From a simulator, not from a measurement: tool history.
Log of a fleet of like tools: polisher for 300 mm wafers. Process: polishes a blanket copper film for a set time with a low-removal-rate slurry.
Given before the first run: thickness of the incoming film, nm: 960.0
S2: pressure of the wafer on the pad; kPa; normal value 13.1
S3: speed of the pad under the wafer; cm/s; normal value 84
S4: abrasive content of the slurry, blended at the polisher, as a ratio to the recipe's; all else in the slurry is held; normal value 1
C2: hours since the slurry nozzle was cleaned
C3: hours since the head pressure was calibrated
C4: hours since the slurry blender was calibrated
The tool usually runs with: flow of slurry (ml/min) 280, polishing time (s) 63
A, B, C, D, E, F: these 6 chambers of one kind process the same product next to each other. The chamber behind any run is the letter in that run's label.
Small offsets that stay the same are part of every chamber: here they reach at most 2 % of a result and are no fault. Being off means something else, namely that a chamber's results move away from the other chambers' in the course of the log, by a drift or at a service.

run 1A day=0.588 | flow_of_slurry_(ml/min)=280 S2=13.1 S3=84 S4=1 polishing_time_(s)=63 | wafers_polished_on_this_pad=531 C2=766.6 C3=489.6 C4=225.8 | film_removed_(Å)=857.31
-- day=0.842 chamber B: slurry blender recalibrated
run 2F day=0.958 | flow_of_slurry_(ml/min)=280 S2=13.1 S3=84 S4=1 polishing_time_(s)=63 | wafers_polished_on_this_pad=771 C2=48.5 C3=69.5 C4=54.4 | film_removed_(Å)=856.09
-- day=1.392 chamber B: worn pad replaced by a new one
run 3C day=1.483 | flow_of_slurry_(ml/min)=280 S2=13.1 S3=84 S4=1 polishing_time_(s)=63 | wafers_polished_on_this_pad=905 C2=789.6 C3=168.2 C4=399.6 | film_removed_(Å)=851.87
-- day=1.921 chamber D: slurry blender recalibrated
run 4D day=1.921 | flow_of_slurry_(ml/min)=280 S2=13.1 S3=84 S4=1 polishing_time_(s)=63 | wafers_polished_on_this_pad=1014 C2=48.4 C3=1126.0 C4=0.1 | film_removed_(Å)=856.02
run 5B day=2.308 | flow_of_slurry_(ml/min)=280 S2=13.1 S3=84 S4=1 polishing_time_(s)=63 | wafers_polished_on_this_pad=162 C2=544.2 C3=431.0 C4=35.3 | film_removed_(Å)=854.53
-- day=2.779 chamber A: worn pad replaced by a new one
run 6E day=2.829 | flow_of_slurry_(ml/min)=280 S2=13.1 S3=60 S4=1 polishing_time_(s)=80 | wafers_polished_on_this_pad=614 C2=339.2 C3=293.3 C4=305.5 | film_removed_(Å)=789.96
-- day=2.904 chamber C: slurry nozzle cleaned
-- day=3.142 chamber E: worn pad replaced by a new one
-- day=3.254 chamber A: slurry blender recalibrated
-- day=3.350 chamber D: worn pad replaced by a new one
run 7F day=3.379 | flow_of_slurry_(ml/min)=280 S2=13.1 S3=60 S4=1 polishing_time_(s)=80 | wafers_polished_on_this_pad=1198 C2=106.6 C3=127.6 C4=112.5 | film_removed_(Å)=772.89
run 8B day=3.700 | flow_of_slurry_(ml/min)=280 S2=13.1 S3=60 S4=1 polishing_time_(s)=80 | wafers_polished_on_this_pad=407 C2=577.6 C3=464.4 C4=68.7 | film_removed_(Å)=780.03
run 9C day=4.042 | flow_of_slurry_(ml/min)=280 S2=13.1 S3=60 S4=1 polishing_time_(s)=80 | wafers_polished_on_this_pad=1356 C2=27.3 C3=229.6 C4=461.0 | film_removed_(Å)=770.06
-- day=4.221 chamber E: slurry nozzle cleaned
-- day=4.229 chamber A: head pressure recalibrated
-- day=4.304 chamber A: slurry nozzle cleaned
-- day=4.471 chamber F: worn pad replaced by a new one
-- day=4.496 chamber C: slurry blender recalibrated
run 10E day=4.512 | flow_of_slurry_(ml/min)=280 S2=13.1 S3=60 S4=1 polishing_time_(s)=80 | wafers_polished_on_this_pad=241 C2=7.0 C3=333.7 C4=345.9 | film_removed_(Å)=797.02
-- day=4.608 chamber E: slurry blender recalibrated
-- day=4.954 chamber B: worn pad replaced by a new one
-- day=4.962 chamber F: slurry blender recalibrated
run 11A day=5.021 | flow_of_slurry_(ml/min)=280 S2=13.1 S3=60 S4=1 polishing_time_(s)=80 | wafers_polished_on_this_pad=395 C2=17.2 C3=19.1 C4=42.5 | film_removed_(Å)=771.90
run 12D day=5.517 | flow_of_slurry_(ml/min)=280 S2=13.1 S3=84 S4=1 polishing_time_(s)=63 | wafers_polished_on_this_pad=382 C2=134.7 C3=1212.3 C4=86.4 | film_removed_(Å)=863.87
-- day=5.808 chamber C: worn pad replaced by a new one
run 13D day=5.896 | flow_of_slurry_(ml/min)=280 S2=13.1 S3=84 S4=1 polishing_time_(s)=63 | wafers_polished_on_this_pad=449 C2=143.8 C3=1221.4 C4=95.5 | film_removed_(Å)=849.69
run 14C day=6.258 | flow_of_slurry_(ml/min)=280 S2=13.1 S3=84 S4=1 polishing_time_(s)=63 | wafers_polished_on_this_pad=80 C2=80.5 C3=282.8 C4=42.4 | film_removed_(Å)=858.66
-- day=6.642 chamber E: worn pad replaced by a new one
run 15A day=6.725 | flow_of_slurry_(ml/min)=280 S2=13.1 S3=84 S4=1 polishing_time_(s)=63 | wafers_polished_on_this_pad=696 C2=58.1 C3=60.0 C4=83.4 | film_removed_(Å)=850.56
run 16E day=7.175 | flow_of_slurry_(ml/min)=280 S2=13.1 S3=84 S4=1 polishing_time_(s)=63 | wafers_polished_on_this_pad=94 C2=70.9 C3=397.6 C4=61.7 | film_removed_(Å)=863.32
run 17B day=7.583 | flow_of_slurry_(ml/min)=280 S2=11.0 S3=110 S4=1 polishing_time_(s)=63 | wafers_polished_on_this_pad=464 C2=670.8 C3=557.6 C4=161.9 | film_removed_(Å)=945.12
-- day=7.733 chamber A: worn pad replaced by a new one
run 18F day=8.092 | flow_of_slurry_(ml/min)=280 S2=11.0 S3=110 S4=1 polishing_time_(s)=63 | wafers_polished_on_this_pad=639 C2=219.7 C3=240.7 C4=75.1 | film_removed_(Å)=943.07
run 19B day=8.421 | flow_of_slurry_(ml/min)=280 S2=11.0 S3=110 S4=1 polishing_time_(s)=63 | wafers_polished_on_this_pad=611 C2=690.9 C3=577.7 C4=182.0 | film_removed_(Å)=944.63
-- day=8.867 chamber B: worn pad replaced by a new one
run 20A day=9.012 | flow_of_slurry_(ml/min)=280 S2=11.0 S3=110 S4=1 polishing_time_(s)=63 | wafers_polished_on_this_pad=226 C2=113.0 C3=114.9 C4=138.3 | film_removed_(Å)=954.84
-- day=9.158 chamber B: head pressure recalibrated
run 21C day=9.521 | flow_of_slurry_(ml/min)=280 S2=11.0 S3=110 S4=1 polishing_time_(s)=63 | wafers_polished_on_this_pad=655 C2=158.8 C3=361.1 C4=120.7 | film_removed_(Å)=941.33
run 22E day=10.058 | flow_of_slurry_(ml/min)=280 S2=11.0 S3=110 S4=1 polishing_time_(s)=63 | wafers_polished_on_this_pad=603 C2=140.1 C3=466.8 C4=130.9 | film_removed_(Å)=960.83
-- day=10.467 chamber F: slurry nozzle cleaned
run 23F day=10.475 | flow_of_slurry_(ml/min)=280 S2=13.1 S3=84 S4=1 polishing_time_(s)=63 | wafers_polished_on_this_pad=1059 C2=0.3 C3=297.9 C4=132.3 | film_removed_(Å)=850.16
-- day=10.525 chamber E: worn pad replaced by a new one
-- day=10.604 chamber D: worn pad replaced by a new one
-- day=10.717 chamber D: head pressure recalibrated
run 24D day=11.088 | flow_of_slurry_(ml/min)=280 S2=13.1 S3=84 S4=1 polishing_time_(s)=63 | wafers_polished_on_this_pad=85 C2=268.4 C3=8.9 C4=220.1 | film_removed_(Å)=855.15
run 25E day=11.550 | flow_of_slurry_(ml/min)=280 S2=13.1 S3=84 S4=1 polishing_time_(s)=76 | wafers_polished_on_this_pad=181 C2=175.9 C3=502.6 C4=166.7 | film_removed_(Å)=1043.80
-- day=11.583 chamber F: slurry blender recalibrated
-- day=11.617 chamber F: worn pad replaced by a new one
run 26B day=12.150 | flow_of_slurry_(ml/min)=280 S2=13.1 S3=84 S4=1 polishing_time_(s)=76 | wafers_polished_on_this_pad=579 C2=780.4 C3=71.8 C4=271.5 | film_removed_(Å)=1125.00
-- day=12.238 chamber B: worn pad replaced by a new one
-- day=12.271 chamber A: worn pad replaced by a new one
run 27C day=12.429 | flow_of_slurry_(ml/min)=280 S2=13.1 S3=84 S4=1 polishing_time_(s)=76 | wafers_polished_on_this_pad=1168 C2=228.6 C3=430.9 C4=190.5 | film_removed_(Å)=1025.90
run 28F day=12.892 | flow_of_slurry_(ml/min)=280 S2=13.1 S3=84 S4=1 polishing_time_(s)=76 | wafers_polished_on_this_pad=225 C2=58.3 C3=355.9 C4=31.5 | film_removed_(Å)=1032.00
run 29D day=13.467 | flow_of_slurry_(ml/min)=280 S2=13.1 S3=84 S4=1 polishing_time_(s)=76 | wafers_polished_on_this_pad=505 C2=325.5 C3=66.0 C4=277.2 | film_removed_(Å)=1041.60
-- day=13.633 chamber B: slurry blender recalibrated
run 30A day=13.833 | flow_of_slurry_(ml/min)=280 S2=13.1 S3=84 S4=1 polishing_time_(s)=76 | wafers_polished_on_this_pad=276 C2=228.7 C3=230.6 C4=254.0 | film_removed_(Å)=1032.60
-- day=14.304 chamber E: worn pad replaced by a new one
run 31E day=14.358 | flow_of_slurry_(ml/min)=280 S2=13.1 S3=84 S4=1 polishing_time_(s)=63 | wafers_polished_on_this_pad=9 C2=243.3 C3=570.0 C4=234.1 | film_removed_(Å)=869.51
-- day=14.600 chamber D: slurry blender recalibrated
run 32B day=14.658 | flow_of_slurry_(ml/min)=280 S2=13.1 S3=84 S4=1 polishing_time_(s)=63 | wafers_polished_on_this_pad=427 C2=840.6 C3=132.0 C4=24.7 | film_removed_(Å)=943.76
-- day=14.712 chamber A: slurry blender recalibrated
-- day=14.996 chamber C: worn pad replaced by a new one
run 33F day=15.096 | flow_of_slurry_(ml/min)=280 S2=13.1 S3=84 S4=1 polishing_time_(s)=43 | wafers_polished_on_this_pad=614 C2=111.2 C3=408.8 C4=84.4 | film_removed_(Å)=592.47
run 34C day=15.571 | flow_of_slurry_(ml/min)=280 S2=13.1 S3=84 S4=1 polishing_time_(s)=43 | wafers_polished_on_this_pad=101 C2=304.0 C3=506.3 C4=265.9 | film_removed_(Å)=585.04
run 35A day=15.950 | flow_of_slurry_(ml/min)=280 S2=13.1 S3=84 S4=1 polishing_time_(s)=43 | wafers_polished_on_this_pad=649 C2=279.5 C3=281.4 C4=29.8 | film_removed_(Å)=578.48
-- day=15.988 chamber B: worn pad replaced by a new one
run 36D day=16.246 | flow_of_slurry_(ml/min)=280 S2=13.1 S3=84 S4=1 polishing_time_(s)=43 | wafers_polished_on_this_pad=995 C2=392.2 C3=132.7 C4=39.5 | film_removed_(Å)=579.60
-- day=16.571 chamber B: slurry nozzle cleaned
run 37A day=16.612 | flow_of_slurry_(ml/min)=280 S2=13.1 S3=84 S4=1 polishing_time_(s)=43 | wafers_polished_on_this_pad=766 C2=295.4 C3=297.3 C4=45.7 | film_removed_(Å)=580.77
run 38B day=17.012 | flow_of_slurry_(ml/min)=280 S2=13.1 S3=84 S4=1 polishing_time_(s)=43 | wafers_polished_on_this_pad=181 C2=10.7 C3=188.5 C4=81.2 | film_removed_(Å)=641.53
run 39D day=17.429 | flow_of_slurry_(ml/min)=280 S2=13.1 S3=84 S4=1 polishing_time_(s)=63 | wafers_polished_on_this_pad=1204 C2=420.6 C3=161.1 C4=67.9 | film_removed_(Å)=851.74
run 40C day=18.017 | flow_of_slurry_(ml/min)=280 S2=13.1 S3=84 S4=1 polishing_time_(s)=63 | wafers_polished_on_this_pad=533 C2=362.7 C3=565.0 C4=324.6 | film_removed_(Å)=844.30
-- day=18.371 chamber E: worn pad replaced by a new one
run 41E day=18.621 | flow_of_slurry_(ml/min)=280 S2=13.1 S3=84 S4=1 polishing_time_(s)=63 | wafers_polished_on_this_pad=44 C2=345.6 C3=672.3 C4=336.4 | film_removed_(Å)=871.76

All chambers now run identical settings, listed one chamber a line with results as question marks. What results will each chamber show?
run 42A day=19.079 | flow_of_slurry_(ml/min)=280 S2=13.1 S3=84 S4=1 polishing_time_(s)=63 | film_removed_(Å)=?
run 42B day=19.079 | flow_of_slurry_(ml/min)=280 S2=13.1 S3=84 S4=1 polishing_time_(s)=63 | film_removed_(Å)=?
run 42C day=19.079 | flow_of_slurry_(ml/min)=280 S2=13.1 S3=84 S4=1 polishing_time_(s)=63 | film_removed_(Å)=?
run 42D day=19.079 | flow_of_slurry_(ml/min)=280 S2=13.1 S3=84 S4=1 polishing_time_(s)=63 | film_removed_(Å)=?
run 42E day=19.079 | flow_of_slurry_(ml/min)=280 S2=13.1 S3=84 S4=1 polishing_time_(s)=63 | film_removed_(Å)=?
run 42F day=19.079 | flow_of_slurry_(ml/min)=280 S2=13.1 S3=84 S4=1 polishing_time_(s)=63 | film_removed_(Å)=?

run=42A film_removed_(Å)=863.50
run=42B film_removed_(Å)=932.28
run=42C film_removed_(Å)=854.11
run=42D film_removed_(Å)=860.43
run=42E film_removed_(Å)=866.53
run=42F film_removed_(Å)=846.34
